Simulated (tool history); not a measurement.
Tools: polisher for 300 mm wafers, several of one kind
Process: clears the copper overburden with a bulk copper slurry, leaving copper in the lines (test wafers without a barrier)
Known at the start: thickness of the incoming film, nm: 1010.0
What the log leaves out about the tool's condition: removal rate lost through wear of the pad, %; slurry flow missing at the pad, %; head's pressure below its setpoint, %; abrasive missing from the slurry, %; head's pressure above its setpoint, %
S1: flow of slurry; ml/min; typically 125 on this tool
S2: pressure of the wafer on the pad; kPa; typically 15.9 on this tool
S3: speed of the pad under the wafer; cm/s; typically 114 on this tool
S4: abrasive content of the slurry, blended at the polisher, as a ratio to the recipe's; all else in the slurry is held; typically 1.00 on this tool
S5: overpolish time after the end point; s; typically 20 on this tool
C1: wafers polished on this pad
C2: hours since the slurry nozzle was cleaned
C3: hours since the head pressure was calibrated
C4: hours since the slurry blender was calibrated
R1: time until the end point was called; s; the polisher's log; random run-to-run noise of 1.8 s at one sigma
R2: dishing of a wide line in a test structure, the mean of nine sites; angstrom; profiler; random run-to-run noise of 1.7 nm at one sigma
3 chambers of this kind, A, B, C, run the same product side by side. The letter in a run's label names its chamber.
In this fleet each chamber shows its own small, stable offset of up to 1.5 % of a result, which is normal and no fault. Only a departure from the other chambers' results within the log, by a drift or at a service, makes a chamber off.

run	day	S1	S2	S3	S4	S5	C1	C2	C3	C4	R1	R2
1A	0.217	125	15.9	114	1.00	20	315	129.3	70.8	278.3	97.928	693.05
# day 0.308: chamber B: worn pad replaced by a new one
2C	0.475	125	15.9	114	1.00	20	534	697.2	483.3	158.9	97.674	688.66
3B	0.646	125	15.9	114	1.00	20	50	60.2	190.8	191.5	94.128	681.17
4C	0.971	125	15.9	114	1.00	20	608	709.1	495.2	170.8	94.624	719.25
5A	1.179	125	15.9	114	1.00	20	458	152.4	93.9	301.4	96.318	726.86
6B	1.442	125	15.9	114	1.00	20	167	79.3	209.9	210.6	97.570	700.95
7C	1.792	125	15.9	114	1.00	20	729	728.8	514.9	190.5	100.850	725.66
8B	1.962	125	15.9	114	1.00	20	245	91.8	222.4	223.1	98.434	702.03
# day 2.012: chamber C: worn pad replaced by a new one
9A	2.262	125	15.9	114	1.00	20	618	178.4	119.9	327.4	95.804	697.16
10C	2.446	125	15.9	114	1.00	20	64	744.5	530.6	206.2	101.740	723.35
# day 2.529: chamber A: slurry blender recalibrated
11B	2.658	125	15.9	114	1.00	20	348	108.5	239.1	239.8	93.221	713.44
12A	2.892	125	15.9	114	1.00	20	711	193.5	135.0	8.7	99.772	731.64
# day 3.092: chamber C: slurry nozzle cleaned
13C	3.171	125	15.9	114	1.00	20	171	2.0	548.0	223.6	97.819	688.77
14A	3.412	125	15.9	114	1.00	20	788	206.0	147.5	21.2	96.703	703.40
15B	3.762	125	15.9	114	1.00	20	511	135.0	265.6	266.3	95.895	726.61
16B	3.979	125	15.9	114	1.00	20	543	140.2	270.8	271.5	97.734	694.62
17A	4.150	125	15.9	114	1.00	20	898	223.7	165.2	38.9	97.001	722.42
# day 4.362: chamber B: worn pad replaced by a new one
18C	4.388	125	15.9	114	1.00	20	352	31.2	577.2	252.8	98.081	722.49
19A	4.688	125	15.9	114	1.00	20	977	236.6	178.1	51.8	101.260	713.84
20B	5.046	125	15.9	114	1.00	20	101	165.8	296.4	297.1	98.210	722.74
# day 5.221: chamber A: worn pad replaced by a new one
21C	5.371	125	15.9	114	1.00	20	497	54.8	600.8	276.4	100.830	714.78
22A	5.704	125	15.9	114	1.00	20	71	261.0	202.5	76.2	98.072	685.37
23B	6.042	145	21.4	114	1.00	20	249	189.7	320.3	321.0	69.616	822.28
24C	6.321	145	21.4	114	1.00	20	638	77.6	623.6	299.2	71.493	841.24
25C	6.492	145	21.4	114	1.00	20	663	81.7	627.7	303.3	72.021	858.52
26A	6.704	125	15.9	128	1.00	13	219	285.0	226.5	100.2	87.463	629.66
# day 6.892: chamber A: slurry nozzle cleaned
27B	7.004	125	15.9	128	1.00	13	391	212.8	343.4	344.1	88.079	630.33
28C	7.304	125	15.9	128	1.00	13	784	101.2	647.2	322.8	88.241	630.39
# day 7.567: chamber B: slurry nozzle cleaned
29A	7.675	125	15.9	114	1.00	20	363	18.9	249.8	123.5	99.260	727.86
30B	7.992	125	15.9	114	1.00	20	538	10.2	367.1	367.8	99.789	718.33

Is one chamber off against the others, does the gauge drift, or is nothing wrong? If a chamber is off, say which, and what the likeliest cause is.

Neither any chamber nor the gauge drifts; the chambers differ only by their own small, steady offsets.
